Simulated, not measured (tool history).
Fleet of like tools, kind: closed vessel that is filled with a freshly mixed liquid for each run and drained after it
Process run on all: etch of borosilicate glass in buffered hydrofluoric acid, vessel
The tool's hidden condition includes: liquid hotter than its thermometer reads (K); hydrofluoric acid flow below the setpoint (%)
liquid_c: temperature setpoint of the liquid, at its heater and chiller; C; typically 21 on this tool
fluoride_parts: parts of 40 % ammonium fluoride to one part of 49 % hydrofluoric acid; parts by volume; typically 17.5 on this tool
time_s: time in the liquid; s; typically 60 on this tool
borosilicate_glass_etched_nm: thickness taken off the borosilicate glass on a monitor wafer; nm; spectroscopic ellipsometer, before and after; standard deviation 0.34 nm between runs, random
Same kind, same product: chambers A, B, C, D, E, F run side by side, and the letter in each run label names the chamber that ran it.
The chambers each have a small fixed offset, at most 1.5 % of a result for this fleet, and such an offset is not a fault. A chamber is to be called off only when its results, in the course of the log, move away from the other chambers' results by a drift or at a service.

| run | hour | liquid_c | fluoride_parts | time_s | hours since the thermometer was replaced | hours since the hydrofluoric acid flow meter was replaced | read-back film thickness of the borosilicate glass reference wafer, read on the same gauge (nm) | borosilicate_glass_etched_nm |
|---|---|---|---|---|---|---|---|---|
| 1E | 11.3 | 21 | 17.5 | 60 | 189.8 | 952.8 | 99.981 | 36.583 |
| 2B | 23.2 | 21 | 17.5 | 60 | 2396.7 | 1098 | 99.976 | 36.193 |
| 3F | 33 | 21 | 17.5 | 60 | 326.3 | 152.2 | 100.01 | 37.202 |
| 4D | 42.9 | 21 | 17.5 | 60 | 313.4 | 475.4 | 99.99 | 36.259 |
| 5A | 56.1 | 21 | 17.5 | 60 | 689.3 | 435.5 | 100.02 | 36.247 |
| 6C | 64.5 | 21 | 17.5 | 60 | 1647.2 | 1007.8 | 100.03 | 36.325 |
| 7B | 77.1 | 21 | 17.5 | 60 | 2450.6 | 1151.9 | 99.981 | 36.621 |
| 8E | 91.1 | 21 | 17.5 | 60 | 269.6 | 1032.6 | 100.03 | 36.631 |
| 9A | 105.5 | 21 | 17.5 | 60 | 738.7 | 484.9 | 100.03 | 36.453 |
| 10D | 116.5 | 21 | 17.5 | 60 | 387 | 549 | 99.971 | 36.323 |
| 11F | 128.9 | 18 | 17.5 | 75 | 422.2 | 248.1 | 99.991 | 39.248 |
| 12C | 143.7 | 18 | 17.5 | 75 | 1726.4 | 1087 | 100.01 | 38.5 |
| 13E | 157.2 | 18 | 17.5 | 75 | 335.7 | 1098.7 | 100 | 38.626 |
| 14A | 167.7 | 18 | 17.5 | 75 | 800.9 | 547.1 | 100.03 | 38.14 |
|  | 169.8 | chamber C: hydrofluoric acid flow meter replaced |
| 15B | 177.3 | 18 | 17.5 | 75 | 2550.8 | 1252.1 | 100 | 38.828 |
| 16C | 188.8 | 18 | 17.5 | 75 | 1771.5 | 19.1 | 100.01 | 38.725 |
| 17F | 198.7 | 21 | 17.5 | 60 | 492 | 317.9 | 99.963 | 37.079 |
| 18D | 207.5 | 21 | 17.5 | 60 | 478 | 640 | 100 | 36.573 |
|  | 213.4 | chamber B: thermometer replaced |
| 19C | 219.2 | 21 | 17.5 | 60 | 1801.9 | 49.5 | 100.03 | 36.089 |
| 20D | 231.8 | 21 | 17.5 | 60 | 502.3 | 664.3 | 100.06 | 36.04 |
| 21B | 242 | 21 | 17.5 | 60 | 28.7 | 1316.8 | 99.954 | 36.585 |
| 22F | 249.1 | 21 | 17.5 | 60 | 542.4 | 368.3 | 99.994 | 36.766 |
| 23E | 261.5 | 21 | 17.5 | 60 | 440 | 1203 | 99.989 | 37.06 |
| 24A | 271.4 | 21 | 17.5 | 60 | 904.6 | 650.8 | 100.02 | 35.866 |
|  | 276.2 | chamber A: thermometer replaced |
| 25D | 281.3 | 21 | 17.5 | 60 | 551.8 | 713.8 | 99.984 | 36.367 |
| 26E | 292.2 | 21 | 17.5 | 60 | 470.7 | 1233.7 | 99.974 | 37.05 |
| 27B | 307.1 | 21 | 17.5 | 60 | 93.8 | 1381.9 | 100.07 | 36.408 |
| 28A | 315.8 | 21 | 17.5 | 85 | 39.7 | 695.2 | 99.998 | 50.826 |
|  | 316.1 | chamber E: hydrofluoric acid flow meter replaced |
|  | 319 | chamber D: hydrofluoric acid flow meter replaced |
| 29C | 328.6 | 21 | 17.5 | 85 | 1911.3 | 158.9 | 99.994 | 51.095 |
| 30F | 340.3 | 21 | 17.5 | 85 | 633.6 | 459.5 | 99.976 | 52.193 |
| 31A | 348.8 | 21 | 17.5 | 85 | 72.7 | 728.2 | 99.982 | 50.673 |
| 32E | 356.5 | 21 | 17.5 | 85 | 535 | 40.4 | 99.986 | 51.489 |
| 33D | 364.4 | 21 | 17.5 | 85 | 634.9 | 45.4 | 100 | 51.711 |
|  | 372.9 | chamber C: thermometer replaced |
| 34C | 379.7 | 17 | 17.5 | 35 | 6.9 | 210 | 100.01 | 17.063 |
| 35F | 389.3 | 17 | 17.5 | 35 | 682.6 | 508.5 | 100.01 | 17.211 |
| 36B | 399.8 | 17 | 17.5 | 35 | 186.5 | 1474.6 | 100.01 | 17.049 |
| 37D | 410.7 | 17 | 17.5 | 35 | 681.2 | 91.7 | 99.995 | 16.937 |
| 38F | 423.1 | 17 | 17.5 | 35 | 716.4 | 542.3 | 99.997 | 17.086 |
| 39B | 431.7 | 17 | 17.5 | 35 | 218.4 | 1506.5 | 100 | 17.21 |
| 40E | 440.2 | 21 | 17.5 | 60 | 618.7 | 124.1 | 100.02 | 37.217 |
| 41C | 449.6 | 21 | 17.5 | 60 | 76.8 | 279.9 | 100.03 | 36.779 |
| 42A | 459.1 | 21 | 17.5 | 60 | 183 | 838.5 | 99.97 | 36.327 |
| 43C | 467.1 | 21 | 17.5 | 60 | 94.3 | 297.4 | 99.981 | 36.525 |

One chamber off, gauge drift, or nothing amiss beyond the chambers' own small offsets? If it is a chamber, which one, and what is the likeliest cause?

No chamber is off and the gauge is stable; the differences are just each chamber's small, constant offset.

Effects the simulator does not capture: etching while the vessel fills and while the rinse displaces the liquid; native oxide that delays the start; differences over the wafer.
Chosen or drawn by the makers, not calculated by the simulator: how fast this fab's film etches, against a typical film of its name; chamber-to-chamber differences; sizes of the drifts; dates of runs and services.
